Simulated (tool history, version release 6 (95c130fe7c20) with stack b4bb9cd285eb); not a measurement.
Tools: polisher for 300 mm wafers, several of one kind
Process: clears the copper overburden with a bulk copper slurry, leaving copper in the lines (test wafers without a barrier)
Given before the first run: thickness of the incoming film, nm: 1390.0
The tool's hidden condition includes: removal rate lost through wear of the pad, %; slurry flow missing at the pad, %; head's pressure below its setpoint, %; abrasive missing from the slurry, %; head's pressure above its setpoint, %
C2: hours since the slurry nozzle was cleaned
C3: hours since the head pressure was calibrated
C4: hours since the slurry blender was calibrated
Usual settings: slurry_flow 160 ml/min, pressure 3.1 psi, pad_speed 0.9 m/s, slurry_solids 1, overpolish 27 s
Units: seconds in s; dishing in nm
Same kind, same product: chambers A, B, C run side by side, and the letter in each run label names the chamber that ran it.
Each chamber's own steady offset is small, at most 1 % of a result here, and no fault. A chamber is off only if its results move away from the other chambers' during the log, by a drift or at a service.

-- day=0.042 chamber A: slurry blender recalibrated
-- day=0.196 chamber B: worn pad replaced by a new one
-- day=0.388 chamber C: worn pad replaced by a new one
run 1C day=0.462 | slurry_flow=160 pressure=3.1 pad_speed=0.9 slurry_solids=1 overpolish=27 | wafers_polished_on_this_pad=15 C2=165.3 C3=459.9 C4=367.6 | seconds=156.87 dishing=114.52
-- day=0.496 chamber A: worn pad replaced by a new one
run 2A day=0.838 | slurry_flow=160 pressure=3.1 pad_speed=0.9 slurry_solids=1 overpolish=27 | wafers_polished_on_this_pad=67 C2=233.5 C3=519.1 C4=19.1 | seconds=148.01 dishing=115.51
run 3B day=1.129 | slurry_flow=160 pressure=3.1 pad_speed=0.9 slurry_solids=1 overpolish=27 | wafers_polished_on_this_pad=183 C2=375.2 C3=120.2 C4=68.3 | seconds=148.93 dishing=115.87
run 4C day=1.658 | slurry_flow=160 pressure=3.1 pad_speed=0.9 slurry_solids=1 overpolish=27 | wafers_polished_on_this_pad=250 C2=194 C3=488.6 C4=396.3 | seconds=154.4 dishing=114.54
run 5B day=2.012 | slurry_flow=160 pressure=3.1 pad_speed=0.9 slurry_solids=1 overpolish=27 | wafers_polished_on_this_pad=356 C2=396.4 C3=141.4 C4=89.5 | seconds=152.4 dishing=114.64
run 6A day=2.571 | slurry_flow=160 pressure=3.1 pad_speed=0.9 slurry_solids=1 overpolish=27 | wafers_polished_on_this_pad=408 C2=275.1 C3=560.7 C4=60.7 | seconds=150.78 dishing=114.61
run 7A day=3.038 | slurry_flow=160 pressure=2.7 pad_speed=0.9 slurry_solids=1 overpolish=15 | wafers_polished_on_this_pad=499 C2=286.3 C3=571.9 C4=71.9 | seconds=176.39 dishing=72.096
-- day=3.346 chamber B: slurry nozzle cleaned
run 8C day=3.396 | slurry_flow=160 pressure=2.7 pad_speed=0.9 slurry_solids=1 overpolish=15 | wafers_polished_on_this_pad=591 C2=235.7 C3=530.3 C4=438 | seconds=175.36 dishing=69.577
-- day=3.675 chamber C: slurry blender recalibrated
-- day=3.688 chamber A: worn pad replaced by a new one
run 9B day=3.804 | slurry_flow=160 pressure=2.7 pad_speed=0.9 slurry_solids=1 overpolish=15 | wafers_polished_on_this_pad=708 C2=11 C3=184.4 C4=132.5 | seconds=177.72 dishing=73.88
run 10A day=4.058 | slurry_flow=160 pressure=3.1 pad_speed=0.9 slurry_solids=1 overpolish=27 | wafers_polished_on_this_pad=72 C2=310.8 C3=596.4 C4=96.4 | seconds=151.94 dishing=116.05
-- day=4.392 chamber A: slurry nozzle cleaned
run 11B day=4.442 | slurry_flow=160 pressure=3.1 pad_speed=0.9 slurry_solids=1 overpolish=27 | wafers_polished_on_this_pad=834 C2=26.3 C3=199.7 C4=147.8 | seconds=152.09 dishing=115.66
run 12C day=4.729 | slurry_flow=160 pressure=3.1 pad_speed=0.9 slurry_solids=1 overpolish=27 | wafers_polished_on_this_pad=853 C2=267.7 C3=562.3 C4=25.4 | seconds=154.13 dishing=111.09
-- day=5.046 chamber A: slurry blender recalibrated
run 13B day=5.183 | slurry_flow=160 pressure=3.1 pad_speed=0.9 slurry_solids=1 overpolish=36 | wafers_polished_on_this_pad=979 C2=44.1 C3=217.5 C4=165.6 | seconds=150.98 dishing=132.12
-- day=5.425 chamber B: worn pad replaced by a new one
run 14A day=5.658 | slurry_flow=160 pressure=3.1 pad_speed=0.9 slurry_solids=1 overpolish=36 | wafers_polished_on_this_pad=387 C2=30.4 C3=634.8 C4=14.7 | seconds=158.2 dishing=128.81
run 15C day=6.142 | slurry_flow=160 pressure=3.1 pad_speed=0.9 slurry_solids=1 overpolish=36 | wafers_polished_on_this_pad=1130 C2=301.6 C3=596.2 C4=59.3 | seconds=151.78 dishing=132.19
run 16A day=6.479 | slurry_flow=160 pressure=3.1 pad_speed=0.9 slurry_solids=1 overpolish=27 | wafers_polished_on_this_pad=548 C2=50.1 C3=654.5 C4=34.4 | seconds=155.95 dishing=110.71
-- day=6.608 chamber C: worn pad replaced by a new one
-- day=6.696 chamber A: worn pad replaced by a new one
run 17C day=6.796 | slurry_flow=160 pressure=3.1 pad_speed=0.9 slurry_solids=1 overpolish=27 | wafers_polished_on_this_pad=37 C2=317.3 C3=611.9 C4=75 | seconds=152.91 dishing=112.62
run 18B day=7.233 | slurry_flow=160 pressure=3.1 pad_speed=0.9 slurry_solids=1 overpolish=27 | wafers_polished_on_this_pad=355 C2=93.3 C3=266.7 C4=214.8 | seconds=152 dishing=113.65
-- day=7.583 chamber B: slurry blender recalibrated
run 19B day=7.596 | slurry_flow=160 pressure=3.1 pad_speed=0.9 slurry_solids=1 overpolish=27 | wafers_polished_on_this_pad=427 C2=102 C3=275.4 C4=0.4 | seconds=153.07 dishing=114.89
run 20A day=8.121 | slurry_flow=160 pressure=3.7 pad_speed=0.9 slurry_solids=1 overpolish=34 | wafers_polished_on_this_pad=280 C2=89.5 C3=693.9 C4=73.8 | seconds=136.79 dishing=132.87
run 21C day=8.692 | slurry_flow=160 pressure=3.7 pad_speed=0.9 slurry_solids=1 overpolish=34 | wafers_polished_on_this_pad=409 C2=362.8 C3=657.4 C4=120.5 | seconds=125.19 dishing=140.53
run 22A day=9.104 | slurry_flow=160 pressure=3.7 pad_speed=0.9 slurry_solids=1 overpolish=34 | wafers_polished_on_this_pad=473 C2=113.1 C3=717.5 C4=97.4 | seconds=138.23 dishing=135.97
run 23B day=9.392 | slurry_flow=160 pressure=3.1 pad_speed=0.9 slurry_solids=1 overpolish=27 | wafers_polished_on_this_pad=779 C2=145.1 C3=318.5 C4=43.5 | seconds=147.33 dishing=114.34
run 24C day=9.721 | slurry_flow=160 pressure=3.1 pad_speed=0.9 slurry_solids=1 overpolish=27 | wafers_polished_on_this_pad=611 C2=387.5 C3=682.1 C4=145.2 | seconds=152.35 dishing=110.88
run 25C day=10.242 | slurry_flow=160 pressure=2.4 pad_speed=0.62 slurry_solids=1 overpolish=27 | wafers_polished_on_this_pad=714 C2=400 C3=694.6 C4=157.7 | seconds=282.07 dishing=75.592

What goes on in this fleet: one chamber off, a drifting gauge, or nothing beyond the chambers' own small offsets? Name the chamber and the cause, if any.

One chamber, A, drifts off from the rest bit by bit.
Most likely cause: head's pressure below its setpoint, % = 11.8.

Chamber A could run next with any of the 4 candidate recipes listed below; each alters the usual settings, and their results appear as question marks. Which one brings its results back in line with what the other chambers deliver on the usual settings?
In line means no further than this from the other chambers' mean on the usual settings: seconds 7.1 s; dishing 6.7 nm
run 26A-1 day=10.654 | slurry_flow=165 pressure=3.5 pad_speed=1 slurry_solids=1 overpolish=28 | seconds=? dishing=?
run 26A-2 day=10.654 | slurry_flow=160 pressure=3.3 pad_speed=0.96 slurry_solids=1 overpolish=28 | seconds=? dishing=?
run 26A-3 day=10.654 | slurry_flow=155 pressure=2.7 pad_speed=0.8 slurry_solids=1 overpolish=26 | seconds=? dishing=?
run 26A-4 day=10.654 | slurry_flow=160 pressure=2.9 pad_speed=0.84 slurry_solids=1 overpolish=26 | seconds=? dishing=?

Other chambers, usual settings, mean: seconds 151.63 s; dishing 114.32 nm
run=26A-1 seconds=137.2 dishing=121.46
run=26A-2 seconds=152.25 dishing=114.23
run=26A-3 seconds=223.91 dishing=85.354
run=26A-4 seconds=197.67 dishing=93.133
It is 26A-2 that realigns the chamber with its peers.

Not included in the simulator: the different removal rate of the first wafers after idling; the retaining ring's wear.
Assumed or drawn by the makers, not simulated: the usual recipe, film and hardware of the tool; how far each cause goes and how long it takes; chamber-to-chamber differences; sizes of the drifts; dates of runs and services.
